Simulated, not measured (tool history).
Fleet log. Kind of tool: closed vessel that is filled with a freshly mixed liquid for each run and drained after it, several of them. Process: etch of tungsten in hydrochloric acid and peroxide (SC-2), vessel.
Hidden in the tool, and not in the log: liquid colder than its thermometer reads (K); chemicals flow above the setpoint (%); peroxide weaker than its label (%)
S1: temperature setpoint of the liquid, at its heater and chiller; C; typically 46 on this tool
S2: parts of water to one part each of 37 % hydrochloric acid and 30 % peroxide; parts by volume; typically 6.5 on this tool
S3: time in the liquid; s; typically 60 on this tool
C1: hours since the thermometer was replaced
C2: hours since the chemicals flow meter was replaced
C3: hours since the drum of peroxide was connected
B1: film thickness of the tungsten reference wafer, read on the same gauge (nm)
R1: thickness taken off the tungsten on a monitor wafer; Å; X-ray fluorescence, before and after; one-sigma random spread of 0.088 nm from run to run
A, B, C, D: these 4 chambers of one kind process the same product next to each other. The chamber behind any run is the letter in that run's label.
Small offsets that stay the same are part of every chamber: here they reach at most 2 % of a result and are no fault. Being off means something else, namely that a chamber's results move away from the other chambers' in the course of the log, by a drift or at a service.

run 1A hour=4 | S1=46 S2=6.5 S3=60 | C1=2319.9 C2=932.4 C3=224.7 | B1=139.99 | R1=91.055
run 2C hour=8.6 | S1=46 S2=6.5 S3=60 | C1=217.5 C2=1687.2 C3=745 | B1=140.02 | R1=91.255
run 3B hour=13.9 | S1=46 S2=6.5 S3=60 | C1=494.5 C2=407.7 C3=172.7 | B1=140.01 | R1=89.485
-- hour=15.5 chamber A: thermometer replaced
run 4D hour=17.5 | S1=46 S2=6.5 S3=60 | C1=1918.7 C2=543.4 C3=273 | B1=140 | R1=94.699
run 5C hour=23.4 | S1=46 S2=6.5 S3=60 | C1=232.3 C2=1702 C3=759.8 | B1=140 | R1=90.441
run 6D hour=26.2 | S1=46 S2=6.5 S3=60 | C1=1927.4 C2=552.1 C3=281.7 | B1=140.01 | R1=91.331
run 7B hour=32.4 | S1=46 S2=6.5 S3=60 | C1=513 C2=426.2 C3=191.2 | B1=140 | R1=90.435
run 8A hour=35.4 | S1=46 S2=6.5 S3=60 | C1=19.9 C2=963.8 C3=256.1 | B1=139.98 | R1=93.204
run 9D hour=40.3 | S1=46 S2=6.5 S3=60 | C1=1941.5 C2=566.2 C3=295.8 | B1=140.01 | R1=93.745
run 10B hour=43.5 | S1=46 S2=6.5 S3=60 | C1=524.1 C2=437.3 C3=202.3 | B1=140 | R1=87.716
run 11A hour=47.8 | S1=46 S2=6.5 S3=60 | C1=32.3 C2=976.2 C3=268.5 | B1=139.98 | R1=90.257
run 12C hour=50.9 | S1=46 S2=6.5 S3=60 | C1=259.8 C2=1729.5 C3=787.3 | B1=140.02 | R1=92.54
run 13B hour=53.9 | S1=38.5 S2=6.5 S3=60 | C1=534.5 C2=447.7 C3=212.7 | B1=140.01 | R1=52.373
-- hour=54.3 chamber C: new drum of peroxide connected
run 14A hour=58.7 | S1=38.5 S2=6.5 S3=60 | C1=43.2 C2=987.1 C3=279.4 | B1=140.01 | R1=53.569
run 15C hour=65 | S1=38.5 S2=6.5 S3=60 | C1=273.9 C2=1743.6 C3=10.7 | B1=140.01 | R1=53.593
run 16D hour=69.3 | S1=38.5 S2=6.5 S3=60 | C1=1970.5 C2=595.2 C3=324.8 | B1=140.01 | R1=53.942
run 17B hour=72.7 | S1=46 S2=4 S3=30 | C1=553.3 C2=466.5 C3=231.5 | B1=140 | R1=61.443
run 18A hour=78.1 | S1=46 S2=4 S3=30 | C1=62.6 C2=1006.5 C3=298.8 | B1=140.06 | R1=64.744
run 19D hour=82.6 | S1=46 S2=4 S3=30 | C1=1983.8 C2=608.5 C3=338.1 | B1=140 | R1=64.645
run 20C hour=85.4 | S1=46 S2=4 S3=30 | C1=294.3 C2=1764 C3=31.1 | B1=140 | R1=64.231
run 21C hour=90.5 | S1=46 S2=6.5 S3=60 | C1=299.4 C2=1769.1 C3=36.2 | B1=139.98 | R1=91.605
run 22A hour=95.8 | S1=46 S2=6.5 S3=60 | C1=80.3 C2=1024.2 C3=316.5 | B1=140.03 | R1=89.979
run 23B hour=102.1 | S1=46 S2=6.5 S3=60 | C1=582.7 C2=495.9 C3=260.9 | B1=140.03 | R1=87.414
run 24D hour=107.1 | S1=46 S2=6.5 S3=60 | C1=2008.3 C2=633 C3=362.6 | B1=139.99 | R1=91.238
run 25A hour=111.8 | S1=46 S2=6.5 S3=60 | C1=96.3 C2=1040.2 C3=332.5 | B1=140 | R1=91.844
run 26D hour=114.8 | S1=46 S2=6.5 S3=60 | C1=2016 C2=640.7 C3=370.3 | B1=139.96 | R1=92.608
run 27B hour=118 | S1=55.5 S2=7.5 S3=60 | C1=598.6 C2=511.8 C3=276.8 | B1=140.02 | R1=141.42
run 28C hour=120.9 | S1=55.5 S2=7.5 S3=60 | C1=329.8 C2=1799.5 C3=66.6 | B1=139.99 | R1=154.97
run 29D hour=124.8 | S1=55.5 S2=7.5 S3=60 | C1=2026 C2=650.7 C3=380.3 | B1=140 | R1=153.82
run 30C hour=129.7 | S1=55.5 S2=7.5 S3=60 | C1=338.6 C2=1808.3 C3=75.4 | B1=140 | R1=153.05

Next, all 4 chambers run the settings below, one line each with question marks for the results. What does each chamber give?
run 31A hour=134.2 | S1=41 S2=6.5 S3=60 | R1=?
run 31B hour=134.2 | S1=41 S2=6.5 S3=60 | R1=?
run 31C hour=134.2 | S1=41 S2=6.5 S3=60 | R1=?
run 31D hour=134.2 | S1=41 S2=6.5 S3=60 | R1=?

run=31A R1=64.592
run=31B R1=58.884
run=31C R1=65.199
run=31D R1=66.082
